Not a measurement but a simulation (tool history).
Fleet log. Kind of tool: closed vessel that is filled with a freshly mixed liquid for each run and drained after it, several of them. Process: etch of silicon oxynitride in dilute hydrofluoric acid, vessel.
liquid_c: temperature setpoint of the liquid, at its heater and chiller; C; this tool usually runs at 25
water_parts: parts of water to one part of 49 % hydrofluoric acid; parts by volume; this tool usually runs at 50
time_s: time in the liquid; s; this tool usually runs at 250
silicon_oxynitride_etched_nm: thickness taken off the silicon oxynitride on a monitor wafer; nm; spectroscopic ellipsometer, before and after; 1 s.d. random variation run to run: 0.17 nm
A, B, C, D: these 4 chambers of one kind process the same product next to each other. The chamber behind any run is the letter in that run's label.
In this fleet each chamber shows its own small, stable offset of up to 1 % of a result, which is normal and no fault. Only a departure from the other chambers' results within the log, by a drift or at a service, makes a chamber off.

run,hour,liquid_c,water_parts,time_s,hours since the thermometer was replaced,hours since the hydrofluoric acid flow meter was replaced,"read-back film thickness of the silicon oxynitride reference wafer, read on the same gauge (nm)",silicon_oxynitride_etched_nm
1D,8.1,25,50,250,255.3,427.5,110.01,19.334
2C,22.4,25,50,250,3141,1118,109.95,19.07
3A,31.2,25,50,250,1242.1,344.6,109.98,19.436
4B,44,25,50,250,865.8,278,110.01,19.137
5A,58.4,29,50,250,1269.3,371.8,110.03,23.522
6B,65.5,29,50,250,887.3,299.5,109.98,23.459
7C,74.3,29,50,250,3192.9,1169.9,110.01,23.278
8D,84.5,29,50,250,331.7,503.9,110.02,23.557
9D,96.4,25,50,250,343.6,515.8,110.01,19.709
10A,103.4,25,50,250,1314.3,416.8,110.04,19.042
11B,115.8,25,50,250,937.6,349.8,110.01,19.037
12C,125.3,22.5,50,250,3243.9,1220.9,109.99,16.648
13C,139.9,22.5,50,250,3258.5,1235.5,109.98,16.624
# hour 141.1: chamber A: hydrofluoric acid flow meter replaced
# hour 145.4: chamber C: thermometer replaced
14D,151.1,22.5,50,250,398.3,570.5,110.01,17.231
15B,165.5,22.5,50,250,987.3,399.5,109.97,17.017
16A,180.3,20.5,50,250,1391.2,39.3,109.99,15.464
17A,191.9,20.5,50,250,1402.8,50.9,110.03,15.337
18D,204.8,20.5,50,250,452,624.2,110.01,15.248
19B,215.9,20.5,50,250,1037.7,449.9,109.99,15.442
20C,228,25,50,250,82.6,1323.6,109.99,18.935
21A,242.9,25,50,135,1453.8,101.9,110.04,10.411
22C,250.2,25,50,135,104.8,1345.8,109.94,10.402
23B,260.3,25,50,135,1082.1,494.3,110,10.449
24D,268.4,25,50,135,515.6,687.8,109.97,10.242
25B,279.4,27,50,320,1101.2,513.4,109.98,26.928
26D,286.1,27,50,320,533.3,705.5,109.93,26.501
27A,297.6,27,50,320,1508.5,156.6,109.99,27.255
28C,307.1,27,50,320,161.7,1402.7,109.99,27.006
29B,313.9,25,50,250,1135.7,547.9,110.01,19.158
30C,324.2,21,65,250,178.8,1419.8,110.04,11.971
31A,335.3,21,65,250,1546.2,194.3,109.97,12.224
32D,347.2,21,65,250,594.4,766.6,109.99,11.44
33D,354.3,21,65,250,601.5,773.7,110,11.523
34C,366.8,25,50,250,221.4,1462.4,110.02,19.187
35B,380.7,25,50,250,1202.5,614.7,109.97,19.265
36A,393.9,25,50,250,1604.8,252.9,110.02,19.265
37A,404.8,25,50,250,1615.7,263.8,109.93,19.474
38B,417.2,25,50,250,1239,651.2,110,19.092
39C,425.7,25,50,250,280.3,1521.3,110.02,18.934

Is one chamber off against the others, does the gauge drift, or is nothing wrong? If a chamber is off, say which, and what the likeliest cause is.

Little by little, chamber D moves away from the other chambers.
What lies behind it: liquid colder than its thermometer reads (K) = 1.42.
With only this log, it may be confused with: hydrofluoric acid flow below the setpoint (%).

Which of the 4 candidates below, each the usual settings with something changed and its results left as question marks, puts chamber D back in line with what the other chambers give on the usual settings?
To be in line, a result may differ from the other chambers' mean on the usual settings by at most: silicon_oxynitride_etched_nm 0.58 nm
40D-1,436.9,25,50,235,,,,?
40D-2,436.9,25,45,250,,,,?
40D-3,436.9,22.5,50,250,,,,?
40D-4,436.9,25,50,265,,,,?

The mean the other chambers reach with the usual settings: silicon_oxynitride_etched_nm 19.192 nm
run,silicon_oxynitride_etched_nm
40D-1,16.988
40D-2,20.192
40D-3,15.996
40D-4,19.156
40D-4 is the one that brings the chamber's results back in line with the other chambers.

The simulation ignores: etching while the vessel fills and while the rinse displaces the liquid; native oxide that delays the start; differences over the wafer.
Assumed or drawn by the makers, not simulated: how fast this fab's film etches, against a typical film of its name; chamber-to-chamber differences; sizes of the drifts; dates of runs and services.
